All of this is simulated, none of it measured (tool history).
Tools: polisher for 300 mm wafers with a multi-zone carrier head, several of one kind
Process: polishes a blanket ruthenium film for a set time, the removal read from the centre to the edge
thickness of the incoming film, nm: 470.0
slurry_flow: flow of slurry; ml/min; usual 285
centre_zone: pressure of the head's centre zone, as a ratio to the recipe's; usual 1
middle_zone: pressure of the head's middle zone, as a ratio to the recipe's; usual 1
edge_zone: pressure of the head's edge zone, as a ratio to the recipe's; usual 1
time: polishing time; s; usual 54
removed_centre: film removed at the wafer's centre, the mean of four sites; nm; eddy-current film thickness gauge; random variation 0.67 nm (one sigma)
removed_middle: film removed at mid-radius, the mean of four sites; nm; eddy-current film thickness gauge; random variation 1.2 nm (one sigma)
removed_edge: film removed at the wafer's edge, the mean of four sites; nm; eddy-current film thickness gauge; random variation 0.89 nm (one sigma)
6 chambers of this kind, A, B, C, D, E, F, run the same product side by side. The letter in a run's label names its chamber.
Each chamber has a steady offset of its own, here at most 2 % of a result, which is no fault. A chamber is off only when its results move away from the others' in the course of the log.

At hour 5.7: chamber C: slurry nozzle cleaned.
Run 1E, hour 11.5: usual settings. Result: removed_centre 102.56 nm, removed_middle 103.03 nm, removed_edge 103.46 nm.
Run 2C, hour 19.1: usual settings. Result: removed_centre 103.52 nm, removed_middle 104.37 nm, removed_edge 101.82 nm.
At hour 21.2: chamber D: worn pad replaced by a new one.
At hour 23.6: chamber A: worn pad replaced by a new one.
Run 3A, hour 27.2: usual settings. Result: removed_centre 103.9 nm, removed_middle 104.76 nm, removed_edge 102.13 nm.
At hour 30.7: chamber A: edge zone pressure recalibrated.
Run 4F, hour 32.9: usual settings. Result: removed_centre 102.43 nm, removed_middle 102.79 nm, removed_edge 101.54 nm.
At hour 37.4: chamber C: worn pad replaced by a new one.
Run 5D, hour 41.6: usual settings. Result: removed_centre 103.85 nm, removed_middle 103.91 nm, removed_edge 102.63 nm.
At hour 42.1: chamber F: worn pad replaced by a new one.
Run 6B, hour 53.4: usual settings. Result: removed_centre 104.33 nm, removed_middle 103.21 nm, removed_edge 103.94 nm.
Run 7E, hour 59.9: usual settings. Result: removed_centre 103.47 nm, removed_middle 103.52 nm, removed_edge 104.28 nm.
At hour 62.9: chamber D: slurry nozzle cleaned.
Run 8C, hour 65.9: usual settings. Result: removed_centre 102.93 nm, removed_middle 105.35 nm, removed_edge 102.1 nm.
Run 9F, hour 73.2: usual settings. Result: removed_centre 103.43 nm, removed_middle 101.73 nm, removed_edge 102.81 nm.
Run 10A, hour 84: usual settings. Result: removed_centre 102.21 nm, removed_middle 104.53 nm, removed_edge 103.33 nm.
Run 11B, hour 95: usual settings. Result: removed_centre 103.82 nm, removed_middle 99.309 nm, removed_edge 102.32 nm.
At hour 95.9: chamber E: worn pad replaced by a new one.
Run 12D, hour 103.6: usual settings. Result: removed_centre 102.04 nm, removed_middle 100.62 nm, removed_edge 104.28 nm.
Run 13F, hour 114.5: usual settings but slurry_flow 325 ml/min. Result: removed_centre 103.85 nm, removed_middle 104.38 nm, removed_edge 103.21 nm.
At hour 117.4: chamber F: worn pad replaced by a new one.
At hour 124.2: chamber C: worn pad replaced by a new one.
At hour 126.3: chamber B: worn pad replaced by a new one.
Run 14E, hour 126.4: usual settings but slurry_flow 325 ml/min. Result: removed_centre 104.82 nm, removed_middle 103.1 nm, removed_edge 104.64 nm.
At hour 130: chamber B: edge zone pressure recalibrated.
Run 15B, hour 136.5: usual settings but slurry_flow 325 ml/min. Result: removed_centre 105.6 nm, removed_middle 105.5 nm, removed_edge 104.65 nm.
Run 16C, hour 146.2: usual settings but slurry_flow 325 ml/min. Result: removed_centre 104.91 nm, removed_middle 106.11 nm, removed_edge 101.32 nm.
Run 17A, hour 157.7: usual settings but slurry_flow 325 ml/min. Result: removed_centre 103.47 nm, removed_middle 104.56 nm, removed_edge 104.68 nm.
At hour 162.1: chamber A: worn pad replaced by a new one.
Run 18D, hour 168.7: usual settings but slurry_flow 325 ml/min. Result: removed_centre 103.55 nm, removed_middle 103.81 nm, removed_edge 103.12 nm.
At hour 168.8: chamber D: worn pad replaced by a new one.
Run 19D, hour 177.1: usual settings but slurry_flow 335 ml/min, time 44 s. Result: removed_centre 85.424 nm, removed_middle 84.725 nm, removed_edge 84.479 nm.
Run 20E, hour 185.6: usual settings but slurry_flow 335 ml/min, time 44 s. Result: removed_centre 84.844 nm, removed_middle 84.976 nm, removed_edge 85.672 nm.
Run 21B, hour 192.1: usual settings but slurry_flow 335 ml/min, time 44 s. Result: removed_centre 85.078 nm, removed_middle 83.499 nm, removed_edge 86.106 nm.
At hour 192.3: chamber F: slurry nozzle cleaned.
Run 22F, hour 201.7: usual settings but slurry_flow 335 ml/min, time 44 s. Result: removed_centre 85.385 nm, removed_middle 85.245 nm, removed_edge 84.66 nm.
At hour 207.5: chamber F: worn pad replaced by a new one.
Run 23A, hour 207.9: usual settings but slurry_flow 335 ml/min, time 44 s. Result: removed_centre 85.017 nm, removed_middle 86.443 nm, removed_edge 84.944 nm.
At hour 210: chamber C: worn pad replaced by a new one.
Run 24C, hour 219.5: usual settings but slurry_flow 335 ml/min, time 44 s. Result: removed_centre 85.417 nm, removed_middle 86.49 nm, removed_edge 83.715 nm.
Run 25C, hour 231.8: usual settings but middle_zone 0.96, time 40 s. Result: removed_centre 77.301 nm, removed_middle 75.513 nm, removed_edge 75.05 nm.
Run 26A, hour 244.1: usual settings but middle_zone 0.96, time 40 s. Result: removed_centre 75.635 nm, removed_middle 75.299 nm, removed_edge 76.312 nm.
Run 27D, hour 255.6: usual settings but middle_zone 0.96, time 40 s. Result: removed_centre 75.062 nm, removed_middle 71.93 nm, removed_edge 76.255 nm.
Run 28E, hour 263.7: usual settings but middle_zone 0.96, time 40 s. Result: removed_centre 76.694 nm, removed_middle 73.545 nm, removed_edge 77.387 nm.
Run 29F, hour 273.4: usual settings but middle_zone 0.96, time 40 s. Result: removed_centre 75.61 nm, removed_middle 73.496 nm, removed_edge 75.267 nm.
At hour 280.6: chamber B: worn pad replaced by a new one.
Run 30B, hour 282.9: usual settings but middle_zone 0.96, time 40 s. Result: removed_centre 76.831 nm, removed_middle 72.282 nm, removed_edge 76.808 nm.
At hour 284.5: chamber E: worn pad replaced by a new one.
At hour 287.6: chamber F: worn pad replaced by a new one.
Run 31C, hour 292.9: usual settings. Result: removed_centre 102.66 nm, removed_middle 103.82 nm, removed_edge 101.18 nm.
At hour 293: chamber A: worn pad replaced by a new one.
At hour 293.7: chamber C: slurry nozzle cleaned.
Run 32F, hour 302.6: usual settings but centre_zone 0.91, time 73 s. Result: removed_centre 124.94 nm, removed_middle 140.97 nm, removed_edge 138.34 nm.
At hour 307.2: chamber C: worn pad replaced by a new one.
Run 33B, hour 310.3: usual settings but centre_zone 0.91, time 73 s. Result: removed_centre 127.06 nm, removed_middle 138.93 nm, removed_edge 140.2 nm.
At hour 314.2: chamber D: worn pad replaced by a new one.
Run 34A, hour 316.6: usual settings but centre_zone 0.91, time 73 s. Result: removed_centre 123.8 nm, removed_middle 141.31 nm, removed_edge 140.23 nm.
At hour 322.2: chamber E: slurry nozzle cleaned.
Run 35D, hour 326.2: usual settings but centre_zone 0.91, time 73 s. Result: removed_centre 124.63 nm, removed_middle 136.98 nm, removed_edge 137.9 nm.
Run 36E, hour 334.7: usual settings but centre_zone 0.91, time 73 s. Result: removed_centre 125.77 nm, removed_middle 141.47 nm, removed_edge 141.98 nm.
Run 37B, hour 341.5: usual settings but centre_zone 0.91, time 73 s. Result: removed_centre 126.18 nm, removed_middle 138.32 nm, removed_edge 140.65 nm.
At hour 349.6: chamber D: slurry nozzle cleaned.
Run 38C, hour 352.7: usual settings. Result: removed_centre 104.27 nm, removed_middle 102.41 nm, removed_edge 101.91 nm.
At hour 356: chamber F: worn pad replaced by a new one.
Run 39D, hour 363.3: usual settings. Result: removed_centre 102.69 nm, removed_middle 104 nm, removed_edge 103.09 nm.
Run 40A, hour 375.4: usual settings. Result: removed_centre 103.08 nm, removed_middle 106.55 nm, removed_edge 102.97 nm.
At hour 381.5: chamber F: slurry nozzle cleaned.
Run 41F, hour 382.8: usual settings. Result: removed_centre 102.52 nm, removed_middle 102.62 nm, removed_edge 102.42 nm.

Next, every chamber runs the same settings. What will each give?
Run 42A, hour 391.8: usual settings but time 42 s. Result: removed_centre ?, removed_middle ?, removed_edge ?.
Run 42B, hour 391.8: usual settings but time 42 s. Result: removed_centre ?, removed_middle ?, removed_edge ?.
Run 42C, hour 391.8: usual settings but time 42 s. Result: removed_centre ?, removed_middle ?, removed_edge ?.
Run 42D, hour 391.8: usual settings but time 42 s. Result: removed_centre ?, removed_middle ?, removed_edge ?.
Run 42E, hour 391.8: usual settings but time 42 s. Result: removed_centre ?, removed_middle ?, removed_edge ?.
Run 42F, hour 391.8: usual settings but time 42 s. Result: removed_centre ?, removed_middle ?, removed_edge ?.

run  removed_centre  removed_middle  removed_edge
42A          80.649          81.452        79.005
42B          81.285          77.844        80.861
42C          80.753          80.923        79.588
42D          80.603           78.27        80.453
42E          80.519          80.482        80.947
42F          78.601          79.859        79.303
